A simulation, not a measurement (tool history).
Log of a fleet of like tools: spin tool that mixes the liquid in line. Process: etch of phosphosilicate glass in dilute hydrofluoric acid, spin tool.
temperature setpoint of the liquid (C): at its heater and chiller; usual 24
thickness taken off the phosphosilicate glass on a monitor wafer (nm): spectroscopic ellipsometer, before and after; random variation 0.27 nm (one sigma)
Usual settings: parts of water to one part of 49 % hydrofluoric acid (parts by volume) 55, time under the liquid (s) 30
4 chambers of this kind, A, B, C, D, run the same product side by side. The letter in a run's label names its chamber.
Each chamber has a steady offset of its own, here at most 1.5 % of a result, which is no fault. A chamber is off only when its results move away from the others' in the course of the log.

| run | day | temperature setpoint of the liquid (C) | parts of water to one part of 49 % hydrofluoric acid (parts by volume) | time under the liquid (s) | read-back film thickness of the phosphosilicate glass reference wafer, read on the same gauge (nm) | thickness taken off the phosphosilicate glass on a monitor wafer (nm) |
|---|---|---|---|---|---|---|
| 1C | 0.2 | 24 | 55 | 30 | 130.04 | 51.368 |
| 2B | 0.425 | 24 | 55 | 30 | 130.03 | 51.779 |
| 3A | 0.642 | 24 | 55 | 30 | 129.98 | 51.514 |
| 4D | 0.971 | 24 | 55 | 30 | 130 | 51.512 |
| 5B | 1.262 | 24 | 55 | 30 | 130.03 | 51.257 |
| 6A | 1.55 | 24 | 55 | 30 | 129.99 | 51.741 |
| 7D | 1.783 | 24 | 55 | 30 | 130.01 | 52.197 |
| 8C | 2.075 | 24 | 55 | 30 | 130.03 | 50.991 |
| 9A | 2.308 | 24 | 55 | 30 | 130.03 | 51.401 |
| 10B | 2.579 | 24 | 55 | 30 | 130.02 | 51.403 |
| 11C | 2.85 | 24 | 55 | 30 | 129.97 | 51.254 |
| 12D | 3.033 | 24 | 55 | 30 | 130 | 52.132 |
| 13A | 3.333 | 24 | 55 | 30 | 130.02 | 51.623 |
| 14C | 3.546 | 29 | 55 | 30 | 129.98 | 62.969 |
| 15D | 3.7 | 29 | 55 | 30 | 130 | 63.933 |
| 16B | 3.896 | 29 | 55 | 30 | 130.02 | 62.8 |
| 17B | 4.183 | 29 | 55 | 30 | 130.01 | 62.716 |
| 18C | 4.488 | 24 | 55 | 30 | 130.03 | 51.187 |
| 19D | 4.758 | 24 | 55 | 30 | 130.01 | 52.221 |
| 20A | 5.025 | 24 | 55 | 30 | 130 | 51.245 |
| 21B | 5.246 | 24 | 55 | 30 | 130 | 51.544 |
| 22C | 5.471 | 24 | 55 | 30 | 130 | 51.175 |
| 23A | 5.8 | 24 | 55 | 30 | 129.98 | 51.331 |
| 24D | 6.121 | 24 | 55 | 30 | 130.01 | 51.684 |
| 25A | 6.408 | 24 | 55 | 30 | 129.99 | 51.36 |
| 26C | 6.683 | 24 | 55 | 30 | 130.02 | 50.878 |
|  | 6.908 | chamber C: thermometer replaced |
| 27B | 6.912 | 24 | 55 | 30 | 130.01 | 51.476 |
| 28D | 7.083 | 24 | 55 | 30 | 129.99 | 51.909 |
| 29D | 7.246 | 24 | 55 | 30 | 130.01 | 51.495 |
| 30B | 7.504 | 24 | 55 | 30 | 130.01 | 51.495 |
| 31A | 7.838 | 24 | 55 | 30 | 129.99 | 51.846 |
| 32C | 8.154 | 24 | 55 | 30 | 130.04 | 50.713 |
| 33C | 8.429 | 24 | 55 | 30 | 129.99 | 51.738 |
| 34A | 8.721 | 24 | 55 | 30 | 130 | 51.003 |
|  | 8.912 | chamber D: hydrofluoric acid flow meter replaced |
| 35B | 8.921 | 24 | 55 | 30 | 130.01 | 51.329 |
| 36D | 9.096 | 24 | 55 | 30 | 129.97 | 51.936 |
| 37C | 9.312 | 24 | 55 | 30 | 129.99 | 51.275 |
|  | 9.429 | chamber A: thermometer replaced |
| 38A | 9.542 | 24 | 55 | 30 | 130.01 | 51.582 |
| 39D | 9.733 | 24 | 55 | 30 | 130.01 | 51.601 |
| 40B | 10.079 | 24 | 55 | 30 | 130.02 | 51.587 |
| 41A | 10.425 | 28 | 55 | 30 | 129.98 | 59.957 |

What goes on in this fleet: one chamber off, a drifting gauge, or nothing beyond the chambers' own small offsets? Name the chamber and the cause, if any.

No chamber stands off beyond its own small offset, and the gauge holds steady.

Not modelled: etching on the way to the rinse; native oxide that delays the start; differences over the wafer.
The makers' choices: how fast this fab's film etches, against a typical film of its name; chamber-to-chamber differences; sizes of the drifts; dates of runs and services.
